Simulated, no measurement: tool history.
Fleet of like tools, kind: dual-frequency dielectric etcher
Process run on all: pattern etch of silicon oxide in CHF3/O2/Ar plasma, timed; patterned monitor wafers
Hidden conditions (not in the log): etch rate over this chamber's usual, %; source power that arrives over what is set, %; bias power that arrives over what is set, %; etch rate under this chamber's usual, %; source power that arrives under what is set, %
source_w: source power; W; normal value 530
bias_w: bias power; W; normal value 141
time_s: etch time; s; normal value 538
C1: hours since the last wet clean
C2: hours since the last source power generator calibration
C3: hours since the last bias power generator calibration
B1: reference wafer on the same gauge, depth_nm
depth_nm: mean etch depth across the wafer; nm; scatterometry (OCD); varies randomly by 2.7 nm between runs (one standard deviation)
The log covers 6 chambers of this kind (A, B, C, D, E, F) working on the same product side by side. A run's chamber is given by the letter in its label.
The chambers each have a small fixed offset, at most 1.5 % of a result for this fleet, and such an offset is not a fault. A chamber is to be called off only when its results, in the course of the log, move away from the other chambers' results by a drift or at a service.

{"run": "1C", "hour": 9.8, "source_w": 530, "bias_w": 141, "time_s": 538, "C1": 306.9, "C2": 482.3, "C3": 2434.6, "B1": 1121.9, "depth_nm": 946.65}
{"run": "2F", "hour": 23.7, "source_w": 530, "bias_w": 141, "time_s": 538, "C1": 347.7, "C2": 1605.1, "C3": 1155.6, "B1": 1120.5, "depth_nm": 945.88}
{"run": "3B", "hour": 35.2, "source_w": 530, "bias_w": 141, "time_s": 538, "C1": 204.9, "C2": 1794.4, "C3": 3439.1, "B1": 1120.6, "depth_nm": 938.38}
{"run": "4D", "hour": 43.6, "source_w": 530, "bias_w": 141, "time_s": 538, "C1": 330.4, "C2": 3959.4, "C3": 1821.6, "B1": 1121, "depth_nm": 942.29}
{"run": "5A", "hour": 52.4, "source_w": 530, "bias_w": 141, "time_s": 658.5, "C1": 349, "C2": 1802.8, "C3": 2001.6, "B1": 1120.6, "depth_nm": 1150.5}
{"run": "6E", "hour": 59.7, "source_w": 530, "bias_w": 141, "time_s": 658.5, "C1": 76.7, "C2": 1421.1, "C3": 900.9, "B1": 1121.6, "depth_nm": 1142.9}
{"run": "7B", "hour": 74.6, "source_w": 530, "bias_w": 141, "time_s": 658.5, "C1": 244.3, "C2": 1833.8, "C3": 3478.5, "B1": 1120.6, "depth_nm": 1146}
{"run": "8E", "hour": 83.8, "source_w": 530, "bias_w": 141, "time_s": 658.5, "C1": 100.8, "C2": 1445.2, "C3": 925, "B1": 1120.5, "depth_nm": 1146}
{"run": "9F", "hour": 94.2, "source_w": 530, "bias_w": 141, "time_s": 658.5, "C1": 418.2, "C2": 1675.6, "C3": 1226.1, "B1": 1121.2, "depth_nm": 1155.9}
{"run": "10D", "hour": 107.3, "source_w": 530, "bias_w": 141, "time_s": 658.5, "C1": 394.1, "C2": 4023.1, "C3": 1885.3, "B1": 1121.7, "depth_nm": 1152.4}
{"run": "11A", "hour": 113.9, "source_w": 530, "bias_w": 141, "time_s": 538, "C1": 410.5, "C2": 1864.3, "C3": 2063.1, "B1": 1120.9, "depth_nm": 937.13}
{"run": "12C", "hour": 128.4, "source_w": 530, "bias_w": 141, "time_s": 538, "C1": 425.5, "C2": 600.9, "C3": 2553.2, "B1": 1120.9, "depth_nm": 937}
{"run": "13A", "hour": 138.3, "source_w": 530, "bias_w": 141, "time_s": 538, "C1": 434.9, "C2": 1888.7, "C3": 2087.5, "B1": 1120.7, "depth_nm": 939.79}
{"hour": 141.9, "done": "chamber A: wet clean of the chamber"}
{"run": "14E", "hour": 150.6, "source_w": 530, "bias_w": 141, "time_s": 538, "C1": 167.6, "C2": 1512, "C3": 991.8, "B1": 1121.1, "depth_nm": 941.11}
{"run": "15D", "hour": 163.8, "source_w": 530, "bias_w": 141, "time_s": 538, "C1": 450.6, "C2": 4079.6, "C3": 1941.8, "B1": 1120.4, "depth_nm": 947.33}
{"run": "16C", "hour": 171.6, "source_w": 530, "bias_w": 141, "time_s": 538, "C1": 468.7, "C2": 644.1, "C3": 2596.4, "B1": 1121, "depth_nm": 937.13}
{"run": "17B", "hour": 184.9, "source_w": 530, "bias_w": 141, "time_s": 384.5, "C1": 354.6, "C2": 1944.1, "C3": 3588.8, "B1": 1120.6, "depth_nm": 668}
{"run": "18F", "hour": 193.6, "source_w": 530, "bias_w": 141, "time_s": 384.5, "C1": 517.6, "C2": 1775, "C3": 1325.5, "B1": 1120.4, "depth_nm": 677.96}
{"run": "19D", "hour": 205.5, "source_w": 530, "bias_w": 141, "time_s": 384.5, "C1": 492.3, "C2": 4121.3, "C3": 1983.5, "B1": 1121.2, "depth_nm": 677.16}
{"run": "20B", "hour": 218.2, "source_w": 530, "bias_w": 141, "time_s": 384.5, "C1": 387.9, "C2": 1977.4, "C3": 3622.1, "B1": 1121.3, "depth_nm": 671.22}
{"run": "21F", "hour": 229.6, "source_w": 530, "bias_w": 141, "time_s": 384.5, "C1": 553.6, "C2": 1811, "C3": 1361.5, "B1": 1121, "depth_nm": 677.91}
{"run": "22E", "hour": 241.0, "source_w": 530, "bias_w": 141, "time_s": 384.5, "C1": 258, "C2": 1602.4, "C3": 1082.2, "B1": 1120.8, "depth_nm": 664.83}
{"run": "23C", "hour": 247.6, "source_w": 450, "bias_w": 141, "time_s": 538, "C1": 544.7, "C2": 720.1, "C3": 2672.4, "B1": 1121.6, "depth_nm": 882.81}
{"run": "24A", "hour": 261.9, "source_w": 450, "bias_w": 141, "time_s": 538, "C1": 120.1, "C2": 2012.3, "C3": 2211.1, "B1": 1121.2, "depth_nm": 877.88}
{"run": "25B", "hour": 274.3, "source_w": 450, "bias_w": 141, "time_s": 538, "C1": 444, "C2": 2033.5, "C3": 3678.2, "B1": 1121.2, "depth_nm": 875.01}
{"hour": 276.6, "done": "chamber B: bias power generator calibrated"}
{"run": "26A", "hour": 285.3, "source_w": 450, "bias_w": 141, "time_s": 538, "C1": 143.5, "C2": 2035.7, "C3": 2234.5, "B1": 1120.7, "depth_nm": 874.81}
{"run": "27E", "hour": 294.7, "source_w": 450, "bias_w": 141, "time_s": 538, "C1": 311.7, "C2": 1656.1, "C3": 1135.9, "B1": 1121.7, "depth_nm": 875.79}
{"run": "28D", "hour": 308.6, "source_w": 450, "bias_w": 141, "time_s": 538, "C1": 595.4, "C2": 4224.4, "C3": 2086.6, "B1": 1121.1, "depth_nm": 896.05}
{"run": "29F", "hour": 315.2, "source_w": 530, "bias_w": 141, "time_s": 538, "C1": 639.2, "C2": 1896.6, "C3": 1447.1, "B1": 1120.4, "depth_nm": 945.2}
{"hour": 320.4, "done": "chamber F: wet clean of the chamber"}
{"run": "30C", "hour": 323.3, "source_w": 580, "bias_w": 141, "time_s": 641.5, "C1": 620.4, "C2": 795.8, "C3": 2748.1, "B1": 1121.9, "depth_nm": 1162.2}
{"run": "31E", "hour": 333.5, "source_w": 580, "bias_w": 141, "time_s": 641.5, "C1": 350.5, "C2": 1694.9, "C3": 1174.7, "B1": 1120.9, "depth_nm": 1155.3}
{"run": "32C", "hour": 340.6, "source_w": 580, "bias_w": 141, "time_s": 641.5, "C1": 637.7, "C2": 813.1, "C3": 2765.4, "B1": 1120.8, "depth_nm": 1171.6}
{"run": "33D", "hour": 348.1, "source_w": 580, "bias_w": 141, "time_s": 641.5, "C1": 634.9, "C2": 4263.9, "C3": 2126.1, "B1": 1121.5, "depth_nm": 1188.4}
{"run": "34B", "hour": 358.4, "source_w": 580, "bias_w": 141, "time_s": 641.5, "C1": 528.1, "C2": 2117.6, "C3": 81.8, "B1": 1120.7, "depth_nm": 1163}
{"run": "35F", "hour": 370.3, "source_w": 580, "bias_w": 141, "time_s": 641.5, "C1": 50, "C2": 1951.7, "C3": 1502.2, "B1": 1120.9, "depth_nm": 1171.2}
{"run": "36A", "hour": 379.7, "source_w": 420, "bias_w": 153, "time_s": 538, "C1": 237.9, "C2": 2130.1, "C3": 2328.9, "B1": 1120.9, "depth_nm": 877.15}
{"hour": 382.1, "done": "chamber C: wet clean of the chamber"}
{"hour": 388.4, "done": "chamber B: wet clean of the chamber"}
{"run": "37F", "hour": 392.2, "source_w": 420, "bias_w": 153, "time_s": 538, "C1": 71.9, "C2": 1973.6, "C3": 1524.1, "B1": 1121.4, "depth_nm": 889.64}
{"run": "38E", "hour": 403.4, "source_w": 420, "bias_w": 153, "time_s": 538, "C1": 420.4, "C2": 1764.8, "C3": 1244.6, "B1": 1121.9, "depth_nm": 875.05}
{"run": "39A", "hour": 412.2, "source_w": 420, "bias_w": 153, "time_s": 538, "C1": 270.4, "C2": 2162.6, "C3": 2361.4, "B1": 1121.1, "depth_nm": 877.81}
{"run": "40C", "hour": 421.8, "source_w": 420, "bias_w": 153, "time_s": 538, "C1": 39.7, "C2": 894.3, "C3": 2846.6, "B1": 1120, "depth_nm": 884.56}
{"run": "41D", "hour": 429.9, "source_w": 420, "bias_w": 153, "time_s": 538, "C1": 716.7, "C2": 4345.7, "C3": 2207.9, "B1": 1120.7, "depth_nm": 913.43}
{"run": "42B", "hour": 438.7, "source_w": 530, "bias_w": 122, "time_s": 538, "C1": 50.3, "C2": 2197.9, "C3": 162.1, "B1": 1121.6, "depth_nm": 893.09}
{"run": "43A", "hour": 451.2, "source_w": 530, "bias_w": 122, "time_s": 538, "C1": 309.4, "C2": 2201.6, "C3": 2400.4, "B1": 1121.1, "depth_nm": 891.9}

Read the log: is a single chamber off, either drifting away or since a service, is the gauge that measures every chamber drifting, or is nothing wrong beyond small per-chamber offsets? Name any odd chamber and what most likely caused it.

Chamber D drifts away from the others.
Likeliest cause: etch rate over this chamber's usual, % = 3.21.

Below are 4 candidate recipes for chamber D's next run, each the usual settings with a change, their results shown as question marks. Which of them brings D's results back in line with what the other chambers give on the usual settings?
In line here means within this much of the mean the other chambers give on the usual settings: depth_nm 9.6 nm
{"run": "44D-1", "hour": 461.8, "source_w": 630, "bias_w": 141, "time_s": 538, "depth_nm": "?"}
{"run": "44D-2", "hour": 461.8, "source_w": 530, "bias_w": 139, "time_s": 504.5, "depth_nm": "?"}
{"run": "44D-3", "hour": 461.8, "source_w": 530, "bias_w": 140, "time_s": 521.5, "depth_nm": "?"}
{"run": "44D-4", "hour": 461.8, "source_w": 560, "bias_w": 147, "time_s": 538, "depth_nm": "?"}

The mean the other chambers reach with the usual settings: depth_nm 939.34 nm
run=44D-1 depth_nm=1034.9
run=44D-2 depth_nm=904.22
run=44D-3 depth_nm=936.83
run=44D-4 depth_nm=1002.5
44D-3 is the one that brings the chamber's results back in line with the other chambers.
